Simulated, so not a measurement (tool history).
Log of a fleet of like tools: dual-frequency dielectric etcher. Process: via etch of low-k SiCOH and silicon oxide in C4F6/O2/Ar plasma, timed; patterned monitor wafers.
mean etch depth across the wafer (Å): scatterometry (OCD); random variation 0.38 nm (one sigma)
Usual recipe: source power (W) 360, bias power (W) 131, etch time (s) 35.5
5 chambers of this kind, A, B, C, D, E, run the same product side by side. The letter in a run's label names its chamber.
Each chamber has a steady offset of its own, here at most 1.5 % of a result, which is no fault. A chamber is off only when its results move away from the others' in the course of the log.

run	day	source power (W)	bias power (W)	etch time (s)	read-back reference wafer on the same gauge, depth_nm	mean etch depth across the wafer (Å)
1A	0.321	360	131	35.5	65.168	730.78
2B	0.758	360	131	35.5	65.257	726.86
# day 0.958: chamber B: wet clean of the chamber
3C	1.067	360	131	35.5	65.195	719.54
# day 1.246: chamber E: wet clean of the chamber
4D	1.329	360	131	35.5	65.267	731.91
5E	1.65	360	131	35.5	65.279	734.09
6A	1.912	360	131	35.5	65.228	737.61
7C	2.421	360	131	35.5	65.167	722.28
8D	2.8	360	131	35.5	65.265	727.91
9E	3.208	360	131	35.5	65.117	734.89
10B	3.575	430	131	42	65.235	923.8
11A	3.933	430	131	42	65.292	924.88
12C	4.433	430	131	42	65.24	913.41
13E	4.662	430	131	42	65.274	932.53
14D	4.933	430	131	42	65.192	931.09
15B	5.338	320	131	35.5	65.156	696.75
16A	5.762	320	131	35.5	65.196	697.65
17E	6.088	320	131	35.5	65.145	690.47
18C	6.438	320	131	35.5	65.189	693.45
19D	6.783	320	131	35.5	65.243	706.53
20B	7.162	400	147	35.5	65.21	783.35
21C	7.462	400	147	35.5	65.279	777.25
22B	7.967	400	147	35.5	65.117	785.18
23D	8.258	400	147	35.5	65.116	797.03
24A	8.742	400	147	35.5	65.288	791.25
25E	9.246	360	131	35.5	65.206	736.74
26C	9.542	360	131	35.5	65.203	722.04
# day 9.833: chamber C: wet clean of the chamber
27B	10	360	131	35.5	65.187	729.25
28A	10.388	360	131	35.5	65.164	728.61
29E	10.621	360	131	35.5	65.264	738.04
30D	10.883	360	131	35.5	65.179	745.03
31C	11.267	360	131	35.5	65.172	719.32
32E	11.667	360	131	35.5	65.135	732.29
33D	11.921	360	131	35.5	65.18	746.16
# day 11.992: chamber A: wet clean of the chamber
34B	12.238	360	149	31.5	65.132	674.72
35A	12.658	360	149	31.5	65.218	676.88
36E	12.917	360	149	31.5	65.205	672.13
37D	13.446	360	149	31.5	65.226	696.56
38C	13.871	360	149	31.5	65.14	666.92
39A	14.208	360	131	35.5	65.198	730.39
40B	14.442	360	131	35.5	65.142	726.07
41E	14.817	360	131	35.5	65.284	728.58

Is one chamber out of step, is the gauge drifting, or do the chambers differ by no more than their own small offsets? For an off chamber, give its letter and the likeliest cause.

It is chamber D that slowly wanders off from its peers.
Cause: etch rate over this chamber's usual, % = 3.37.

Chamber D could run next with any of the 4 candidate recipes listed below; each alters the usual settings, and their results appear as question marks. Which one brings its results back in line with what the other chambers deliver on the usual settings?
In line means no further than this from the other chambers' mean on the usual settings: mean etch depth across the wafer (Å) 13
42D-1	15.2	360	131	34		?
42D-2	15.2	360	129	33		?
42D-3	15.2	360	168	35.5		?
42D-4	15.2	360	131	37		?

Average result of the remaining chambers running the usual settings: mean etch depth across the wafer (Å) 728.08
run	mean etch depth across the wafer (Å)
42D-1	723.05
42D-2	698.64
42D-3	813.81
42D-4	786.85
The answer is 42D-1, which returns the chamber to within the allowed miss of the others.
